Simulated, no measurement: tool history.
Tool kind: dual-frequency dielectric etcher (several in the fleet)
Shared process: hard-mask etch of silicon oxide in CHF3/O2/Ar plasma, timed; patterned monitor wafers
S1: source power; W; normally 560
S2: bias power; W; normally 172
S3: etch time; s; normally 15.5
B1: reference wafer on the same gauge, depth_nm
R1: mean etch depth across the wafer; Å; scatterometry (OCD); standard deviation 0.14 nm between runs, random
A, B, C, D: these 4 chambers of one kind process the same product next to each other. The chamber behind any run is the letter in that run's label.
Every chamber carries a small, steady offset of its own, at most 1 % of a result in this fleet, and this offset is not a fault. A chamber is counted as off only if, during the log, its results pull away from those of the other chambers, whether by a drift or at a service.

{"run": "1A", "hour": 8.3, "S1": 560, "S2": 172, "S3": 15.5, "B1": 32.187, "R1": 295.29}
{"run": "2B", "hour": 14.0, "S1": 560, "S2": 172, "S3": 15.5, "B1": 32.189, "R1": 294.51}
{"run": "3C", "hour": 23.1, "S1": 560, "S2": 172, "S3": 15.5, "B1": 32.226, "R1": 291.73}
{"run": "4D", "hour": 31.9, "S1": 560, "S2": 172, "S3": 15.5, "B1": 32.216, "R1": 294.85}
{"run": "5C", "hour": 36.8, "S1": 560, "S2": 172, "S3": 15.5, "B1": 32.207, "R1": 294.75}
{"run": "6D", "hour": 45.5, "S1": 560, "S2": 172, "S3": 15.5, "B1": 32.187, "R1": 297.5}
{"run": "7B", "hour": 50.3, "S1": 560, "S2": 172, "S3": 15.5, "B1": 32.172, "R1": 296.81}
{"run": "8A", "hour": 59.8, "S1": 560, "S2": 172, "S3": 15.5, "B1": 32.221, "R1": 294.25}
{"run": "9D", "hour": 67.4, "S1": 560, "S2": 172, "S3": 15.5, "B1": 32.19, "R1": 295.18}
{"hour": 68.1, "done": "chamber B: bias power generator calibrated"}
{"run": "10A", "hour": 75.6, "S1": 560, "S2": 172, "S3": 15.5, "B1": 32.212, "R1": 295.09}
{"run": "11C", "hour": 84.0, "S1": 430, "S2": 146, "S3": 15.5, "B1": 32.207, "R1": 252}
{"run": "12B", "hour": 93.6, "S1": 430, "S2": 146, "S3": 15.5, "B1": 32.172, "R1": 256.39}
{"run": "13B", "hour": 103.2, "S1": 430, "S2": 146, "S3": 15.5, "B1": 32.168, "R1": 257.62}
{"run": "14A", "hour": 111.8, "S1": 430, "S2": 146, "S3": 15.5, "B1": 32.184, "R1": 254}
{"run": "15D", "hour": 121.2, "S1": 560, "S2": 154, "S3": 17, "B1": 32.193, "R1": 312.13}
{"run": "16C", "hour": 128.9, "S1": 560, "S2": 154, "S3": 17, "B1": 32.182, "R1": 314.67}
{"run": "17B", "hour": 136.2, "S1": 560, "S2": 154, "S3": 17, "B1": 32.232, "R1": 321.41}
{"run": "18A", "hour": 143.6, "S1": 560, "S2": 154, "S3": 17, "B1": 32.212, "R1": 310.88}
{"run": "19C", "hour": 150.6, "S1": 560, "S2": 172, "S3": 15.5, "B1": 32.198, "R1": 296.23}
{"run": "20D", "hour": 158.2, "S1": 560, "S2": 172, "S3": 15.5, "B1": 32.183, "R1": 295.81}
{"run": "21C", "hour": 164.3, "S1": 560, "S2": 144, "S3": 15.5, "B1": 32.183, "R1": 276.06}
{"run": "22D", "hour": 168.8, "S1": 560, "S2": 144, "S3": 15.5, "B1": 32.206, "R1": 278.69}
{"run": "23B", "hour": 174.1, "S1": 560, "S2": 144, "S3": 15.5, "B1": 32.208, "R1": 289.48}
{"run": "24A", "hour": 183.0, "S1": 560, "S2": 144, "S3": 15.5, "B1": 32.155, "R1": 278.58}
{"run": "25B", "hour": 191.9, "S1": 560, "S2": 172, "S3": 15.5, "B1": 32.192, "R1": 304.88}

The same settings go to every chamber for the next run, one line per chamber below. Forecast the results for each:
{"run": "26A", "hour": 198.8, "S1": 560, "S2": 172, "S3": 15.5, "R1": "?"}
{"run": "26B", "hour": 198.8, "S1": 560, "S2": 172, "S3": 15.5, "R1": "?"}
{"run": "26C", "hour": 198.8, "S1": 560, "S2": 172, "S3": 15.5, "R1": "?"}
{"run": "26D", "hour": 198.8, "S1": 560, "S2": 172, "S3": 15.5, "R1": "?"}

run=26A R1=294.67
run=26B R1=305.23
run=26C R1=295.18
run=26D R1=295.17

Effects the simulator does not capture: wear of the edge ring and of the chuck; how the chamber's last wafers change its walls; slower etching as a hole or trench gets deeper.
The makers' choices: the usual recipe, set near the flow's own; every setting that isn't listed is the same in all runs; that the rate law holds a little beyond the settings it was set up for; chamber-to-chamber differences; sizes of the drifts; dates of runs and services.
